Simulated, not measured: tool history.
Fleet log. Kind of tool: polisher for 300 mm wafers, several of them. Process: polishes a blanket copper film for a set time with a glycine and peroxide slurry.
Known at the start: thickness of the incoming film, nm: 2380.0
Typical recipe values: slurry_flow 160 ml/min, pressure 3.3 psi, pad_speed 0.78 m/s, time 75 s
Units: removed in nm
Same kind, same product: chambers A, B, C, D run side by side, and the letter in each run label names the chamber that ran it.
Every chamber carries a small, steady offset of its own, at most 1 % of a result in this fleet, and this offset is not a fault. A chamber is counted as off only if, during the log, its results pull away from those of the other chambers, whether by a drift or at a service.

run 1D hour=7.8 | slurry_flow=160 pressure=3.3 pad_speed=0.78 time=75 | removed=404.63
run 2A hour=13.5 | slurry_flow=160 pressure=3.3 pad_speed=0.78 time=75 | removed=390.11
-- hour=16.7 chamber C: slurry nozzle cleaned
run 3B hour=17.7 | slurry_flow=160 pressure=3.3 pad_speed=0.78 time=75 | removed=390.41
-- hour=19.2 chamber D: worn pad replaced by a new one
run 4C hour=22.9 | slurry_flow=160 pressure=3.3 pad_speed=0.78 time=75 | removed=415.37
-- hour=28.9 chamber A: worn pad replaced by a new one
run 5D hour=30.4 | slurry_flow=160 pressure=3.3 pad_speed=0.78 time=75 | removed=400.23
run 6A hour=35.7 | slurry_flow=160 pressure=3.3 pad_speed=0.78 time=75 | removed=395.19
run 7B hour=39.9 | slurry_flow=160 pressure=3.3 pad_speed=0.78 time=75 | removed=403.53
run 8C hour=45.7 | slurry_flow=160 pressure=3.3 pad_speed=0.78 time=75 | removed=409.67
run 9D hour=53 | slurry_flow=160 pressure=3.3 pad_speed=0.78 time=75 | removed=384.54
run 10A hour=57.6 | slurry_flow=160 pressure=3.3 pad_speed=0.58 time=75 | removed=319.62
run 11B hour=63.7 | slurry_flow=160 pressure=3.3 pad_speed=0.58 time=75 | removed=321.03
-- hour=66.8 chamber D: worn pad replaced by a new one
run 12C hour=68.7 | slurry_flow=160 pressure=3.3 pad_speed=0.58 time=75 | removed=320.95
run 13D hour=74.1 | slurry_flow=160 pressure=3.3 pad_speed=0.58 time=75 | removed=316.01
run 14A hour=82 | slurry_flow=160 pressure=3.3 pad_speed=0.78 time=75 | removed=401.44
run 15C hour=87 | slurry_flow=160 pressure=3.3 pad_speed=0.78 time=75 | removed=411.77
run 16B hour=93.8 | slurry_flow=160 pressure=3.3 pad_speed=0.78 time=75 | removed=399.02
-- hour=101.1 chamber B: worn pad replaced by a new one
run 17C hour=101.4 | slurry_flow=160 pressure=3.3 pad_speed=0.78 time=75 | removed=399.36
run 18D hour=108.8 | slurry_flow=110 pressure=3.8 pad_speed=0.78 time=75 | removed=406.35
run 19A hour=114.9 | slurry_flow=110 pressure=3.8 pad_speed=0.78 time=75 | removed=419.39
-- hour=116.3 chamber B: head pressure recalibrated
run 20B hour=121.9 | slurry_flow=110 pressure=3.8 pad_speed=0.78 time=75 | removed=420.07
-- hour=122.2 chamber C: worn pad replaced by a new one
-- hour=125.4 chamber D: worn pad replaced by a new one
run 21A hour=126.2 | slurry_flow=110 pressure=3.8 pad_speed=0.78 time=75 | removed=422.08
-- hour=128.2 chamber A: slurry nozzle cleaned
-- hour=128.5 chamber A: worn pad replaced by a new one
run 22B hour=132.9 | slurry_flow=105 pressure=3.3 pad_speed=0.94 time=75 | removed=421.07
run 23C hour=140.8 | slurry_flow=105 pressure=3.3 pad_speed=0.94 time=75 | removed=430.48
run 24D hour=148.5 | slurry_flow=105 pressure=3.3 pad_speed=0.94 time=75 | removed=418.93
run 25B hour=154 | slurry_flow=105 pressure=3.3 pad_speed=0.94 time=75 | removed=425.23
run 26C hour=157.7 | slurry_flow=160 pressure=3.3 pad_speed=0.78 time=75 | removed=402.97
run 27D hour=165 | slurry_flow=160 pressure=3.3 pad_speed=0.78 time=75 | removed=391.85
run 28A hour=169.8 | slurry_flow=160 pressure=3.3 pad_speed=0.78 time=75 | removed=398.15
run 29D hour=174.8 | slurry_flow=160 pressure=3.3 pad_speed=0.78 time=75 | removed=396.98
run 30A hour=182 | slurry_flow=160 pressure=4 pad_speed=0.9 time=75 | removed=525.25
run 31C hour=188.2 | slurry_flow=160 pressure=4 pad_speed=0.9 time=75 | removed=544.92

Next, all 4 chambers run the settings below, one line each with question marks for the results. What does each chamber give?
run 32A hour=194.2 | slurry_flow=160 pressure=3.3 pad_speed=0.78 time=67 | removed=?
run 32B hour=194.2 | slurry_flow=160 pressure=3.3 pad_speed=0.78 time=67 | removed=?
run 32C hour=194.2 | slurry_flow=160 pressure=3.3 pad_speed=0.78 time=67 | removed=?
run 32D hour=194.2 | slurry_flow=160 pressure=3.3 pad_speed=0.78 time=67 | removed=?

run=32A removed=357.04
run=32B removed=345.91
run=32C removed=360.15
run=32D removed=356.84
